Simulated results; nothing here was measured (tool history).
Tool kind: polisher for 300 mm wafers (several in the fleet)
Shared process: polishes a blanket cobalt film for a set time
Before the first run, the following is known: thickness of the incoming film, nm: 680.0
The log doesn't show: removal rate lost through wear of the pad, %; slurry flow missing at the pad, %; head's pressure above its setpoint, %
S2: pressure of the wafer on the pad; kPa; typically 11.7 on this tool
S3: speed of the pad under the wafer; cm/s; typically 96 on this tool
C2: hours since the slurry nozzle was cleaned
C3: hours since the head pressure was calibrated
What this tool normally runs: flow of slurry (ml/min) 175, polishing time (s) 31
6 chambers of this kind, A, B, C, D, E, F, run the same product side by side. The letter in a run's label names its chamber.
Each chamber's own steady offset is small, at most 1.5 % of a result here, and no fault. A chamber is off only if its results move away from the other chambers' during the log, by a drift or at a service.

At hour 0.7: chamber E: worn pad replaced by a new one.
At hour 1.0: chamber A: worn pad replaced by a new one.
Run 1B, hour 8.5: usual settings; wafers polished on this pad 238; C2 182.1; C3 370.7. Result: film removed (Å) 1308.60.
At hour 10.0: chamber F: worn pad replaced by a new one.
Run 2D, hour 14.8: usual settings; wafers polished on this pad 1085; C2 244.7; C3 822.7. Result: film removed (Å) 1281.60.
Run 3A, hour 22.4: usual settings; wafers polished on this pad 169; C2 193.3; C3 236.1. Result: film removed (Å) 1311.70.
At hour 25.4: chamber C: slurry nozzle cleaned.
Run 4E, hour 29.5: usual settings; wafers polished on this pad 227; C2 410.1; C3 529.5. Result: film removed (Å) 1284.40.
At hour 32.3: chamber E: slurry nozzle cleaned.
Run 5C, hour 37.8: usual settings; wafers polished on this pad 467; C2 12.4; C3 398.2. Result: film removed (Å) 1272.80.
Run 6F, hour 41.8: usual settings; wafers polished on this pad 251; C2 197.0; C3 133.5. Result: film removed (Å) 1311.50.
Run 7B, hour 46.9: usual settings; wafers polished on this pad 541; C2 220.5; C3 409.1. Result: film removed (Å) 1310.60.
Run 8C, hour 55.9: usual settings; wafers polished on this pad 609; C2 30.5; C3 416.3. Result: film removed (Å) 1275.60.
Run 9E, hour 63.4: usual settings; wafers polished on this pad 494; C2 31.1; C3 563.4. Result: film removed (Å) 1273.10.
Run 10D, hour 68.0: usual settings; wafers polished on this pad 1505; C2 297.9; C3 875.9. Result: film removed (Å) 1297.00.
At hour 72.7: chamber D: worn pad replaced by a new one.
Run 11A, hour 77.0: usual settings; wafers polished on this pad 599; C2 247.9; C3 290.7. Result: film removed (Å) 1297.90.
At hour 80.0: chamber B: worn pad replaced by a new one.
Run 12F, hour 85.3: usual settings but S2 8.3 kPa; wafers polished on this pad 594; C2 240.5; C3 177.0. Result: film removed (Å) 924.20.
At hour 87.4: chamber E: worn pad replaced by a new one.
Run 13A, hour 89.8: usual settings but S2 8.3 kPa; wafers polished on this pad 700; C2 260.7; C3 303.5. Result: film removed (Å) 903.38.
At hour 92.4: chamber A: worn pad replaced by a new one.
At hour 97.0: chamber F: worn pad replaced by a new one.
Run 14E, hour 97.6: usual settings but S2 8.3 kPa; wafers polished on this pad 81; C2 65.3; C3 597.6. Result: film removed (Å) 911.78.
Run 15D, hour 104.8: usual settings but S2 8.3 kPa; wafers polished on this pad 253; C2 334.7; C3 912.7. Result: film removed (Å) 924.87.
Run 16C, hour 112.8: usual settings but S2 8.3 kPa; wafers polished on this pad 1058; C2 87.4; C3 473.2. Result: film removed (Å) 909.40.
Run 17F, hour 117.4: usual settings but S2 8.3 kPa; wafers polished on this pad 160; C2 272.6; C3 209.1. Result: film removed (Å) 922.64.
Run 18B, hour 122.7: usual settings; wafers polished on this pad 336; C2 296.3; C3 484.9. Result: film removed (Å) 1313.70.
Run 19F, hour 130.5: usual settings; wafers polished on this pad 264; C2 285.7; C3 222.2. Result: film removed (Å) 1318.20.
Run 20C, hour 137.6: usual settings; wafers polished on this pad 1253; C2 112.2; C3 498.0. Result: film removed (Å) 1271.30.
Run 21D, hour 141.7: usual settings; wafers polished on this pad 544; C2 371.6; C3 949.6. Result: film removed (Å) 1307.10.
Run 22A, hour 147.7: usual settings but S2 13.1 kPa, S3 116 cm/s; wafers polished on this pad 436; C2 318.6; C3 361.4. Result: film removed (Å) 1788.90.
Run 23E, hour 155.8: usual settings but S2 13.1 kPa, S3 116 cm/s; wafers polished on this pad 539; C2 123.5; C3 655.8. Result: film removed (Å) 1745.10.
Run 24B, hour 162.1: usual settings but S2 13.1 kPa, S3 116 cm/s; wafers polished on this pad 647; C2 335.7; C3 524.3. Result: film removed (Å) 1774.70.
At hour 165.1: chamber C: worn pad replaced by a new one.
Run 25C, hour 168.5: usual settings but S2 13.1 kPa, S3 116 cm/s; wafers polished on this pad 27; C2 143.1; C3 528.9. Result: film removed (Å) 1718.90.
At hour 170.8: chamber B: worn pad replaced by a new one.
At hour 174.6: chamber E: worn pad replaced by a new one.
Run 26A, hour 176.7: usual settings but S2 13.1 kPa, S3 116 cm/s; wafers polished on this pad 664; C2 347.6; C3 390.4. Result: film removed (Å) 1749.20.
Run 27F, hour 182.9: usual settings but S2 13.1 kPa, S3 116 cm/s; wafers polished on this pad 677; C2 338.1; C3 274.6. Result: film removed (Å) 1755.30.
At hour 184.2: chamber A: worn pad replaced by a new one.
At hour 186.0: chamber F: worn pad replaced by a new one.
Run 28D, hour 189.8: usual settings but S2 8.3 kPa; wafers polished on this pad 923; C2 419.7; C3 997.7. Result: film removed (Å) 916.35.
Run 29B, hour 198.5: usual settings but S2 8.3 kPa; wafers polished on this pad 218; C2 372.1; C3 560.7. Result: film removed (Å) 932.40.
Run 30E, hour 207.0: usual settings but S2 8.3 kPa; wafers polished on this pad 255; C2 174.7; C3 707.0. Result: film removed (Å) 909.89.
Run 31E, hour 214.9: usual settings but S2 8.3 kPa; wafers polished on this pad 317; C2 182.6; C3 714.9. Result: film removed (Å) 895.43.
Run 32A, hour 220.1: usual settings but S2 8.3 kPa; wafers polished on this pad 283; C2 391.0; C3 433.8. Result: film removed (Å) 928.50.
At hour 220.7: chamber E: head pressure recalibrated.
Run 33D, hour 224.0: usual settings but S2 8.3 kPa; wafers polished on this pad 1192; C2 453.9; C3 1031.9. Result: film removed (Å) 915.46.
Run 34B, hour 229.8: usual settings; wafers polished on this pad 464; C2 403.4; C3 592.0. Result: film removed (Å) 1319.10.
At hour 231.2: chamber C: slurry nozzle cleaned.
Run 35F, hour 237.8: usual settings but flow of slurry (ml/min) 220; wafers polished on this pad 408; C2 393.0; C3 329.5. Result: film removed (Å) 1361.70.
Run 36C, hour 243.3: usual settings but flow of slurry (ml/min) 220; wafers polished on this pad 617; C2 12.2; C3 603.7. Result: film removed (Å) 1317.50.
At hour 248.5: chamber E: worn pad replaced by a new one.
Run 37C, hour 250.2: usual settings but flow of slurry (ml/min) 220; wafers polished on this pad 671; C2 19.1; C3 610.6. Result: film removed (Å) 1326.00.
Run 38E, hour 257.5: usual settings but flow of slurry (ml/min) 220; wafers polished on this pad 71; C2 225.2; C3 36.8. Result: film removed (Å) 1317.20.

For the next run the whole fleet of 6 chambers uses the same settings. Give each chamber's results:
Run 39A, hour 263.9: usual settings. Result: film removed (Å) ?.
Run 39B, hour 263.9: usual settings. Result: film removed (Å) ?.
Run 39C, hour 263.9: usual settings. Result: film removed (Å) ?.
Run 39D, hour 263.9: usual settings. Result: film removed (Å) ?.
Run 39E, hour 263.9: usual settings. Result: film removed (Å) ?.
Run 39F, hour 263.9: usual settings. Result: film removed (Å) ?.

run  film removed (Å)
39A           1302.20
39B           1322.50
39C           1272.60
39D           1289.40
39E           1291.00
39F           1290.50
